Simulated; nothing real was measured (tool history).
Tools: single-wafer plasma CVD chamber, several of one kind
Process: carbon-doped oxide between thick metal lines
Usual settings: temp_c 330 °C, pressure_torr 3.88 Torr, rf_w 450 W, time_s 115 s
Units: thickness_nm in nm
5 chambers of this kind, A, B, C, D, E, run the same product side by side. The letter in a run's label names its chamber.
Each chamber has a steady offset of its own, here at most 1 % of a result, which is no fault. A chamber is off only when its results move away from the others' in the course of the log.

run	hour	temp_c	pressure_torr	rf_w	time_s	read-back reference wafer on the same gauge, thickness_nm	thickness_nm
1B	5.6	330	3.88	450	115	476.08	551.51
2D	15.7	330	3.88	450	115	476.04	558.16
3E	27.3	330	3.88	450	115	476.10	551.50
4A	35.7	330	3.88	450	115	476.06	555.61
5C	44.6	330	3.88	450	115	475.95	548.63
6E	50.8	330	3.88	450	115	476.16	551.43
7B	58.8	321	3.88	385	115	476.05	509.72
8D	69.5	321	3.88	385	115	475.94	510.63
9C	81.0	321	3.88	385	115	475.95	506.24
10A	91.3	321	3.88	385	115	475.97	511.41
11B	97.7	321	3.88	385	115	476.06	505.25
12C	105.3	330	3.88	450	115	475.95	549.24
13E	112.0	330	3.88	450	115	476.17	550.29
14D	118.2	330	3.88	450	115	475.99	555.90
15A	130.1	322	3.13	450	115	475.96	556.86
16A	135.3	322	3.13	450	115	475.95	553.77
17D	141.2	322	3.13	450	115	475.77	557.36
# hour 147.0: chamber D: capacitance manometer re-zeroed and calibrated
18E	150.4	322	3.13	450	115	476.11	548.85
19B	157.2	322	3.13	450	115	476.06	551.07
20C	164.8	330	3.88	450	115	476.28	549.87
21D	173.4	330	3.88	450	115	475.85	557.40
22B	180.2	330	3.88	450	115	476.14	553.03
23C	186.9	330	3.88	450	115	475.79	549.12
# hour 187.2: chamber D: RF generator calibrated
24E	196.1	318	4.26	450	115	476.15	577.53
25A	202.2	318	4.26	450	115	475.92	586.13
26A	213.5	318	4.26	450	115	476.26	586.05
27D	224.3	318	4.26	450	115	476.04	590.51
28E	236.0	318	4.26	450	115	476.04	575.69
29C	245.2	330	3.88	450	115	476.02	553.13
30B	252.3	330	3.88	450	115	476.17	553.02
31B	262.7	330	3.88	450	115	476.33	552.31
32D	274.8	330	3.88	450	115	476.05	555.24
33C	284.3	330	3.88	510	115	475.63	597.20
34A	291.6	330	3.88	510	115	475.76	600.62
35E	302.3	330	3.88	510	115	475.95	587.97
36A	308.2	330	3.88	510	115	476.13	600.14
37E	314.8	330	3.88	510	115	476.02	586.67
38D	324.4	330	3.88	450	115	475.62	555.84

What goes on in this fleet: one chamber off, a drifting gauge, or nothing beyond the chambers' own small offsets? Name the chamber and the cause, if any.

Chamber E drifts away from the others.
Cause: delivered RF power below the setpoint (%) = 2.92.
The log may not tell that from: wafer temperature above the value expected at the setpoint (K).

Here are 4 candidates for chamber E's next run, each the usual settings with a change, their results left as question marks. Which one brings its results back in line with what the others give on the usual settings?
In line means no further than this from the other chambers' mean on the usual settings: thickness_nm 4.40 nm
39E-1	333.0	331	3.85	435	115		?
39E-2	333.0	332	3.77	450	115		?
39E-3	333.0	330	3.89	450	116		?
39E-4	333.0	330	3.88	455	117		?

The other chambers' mean on the usual settings: thickness_nm 553.55 nm
run	thickness_nm
39E-1	524.25
39E-2	534.31
39E-3	544.46
39E-4	553.35
39E-4 brings the chamber back in line.

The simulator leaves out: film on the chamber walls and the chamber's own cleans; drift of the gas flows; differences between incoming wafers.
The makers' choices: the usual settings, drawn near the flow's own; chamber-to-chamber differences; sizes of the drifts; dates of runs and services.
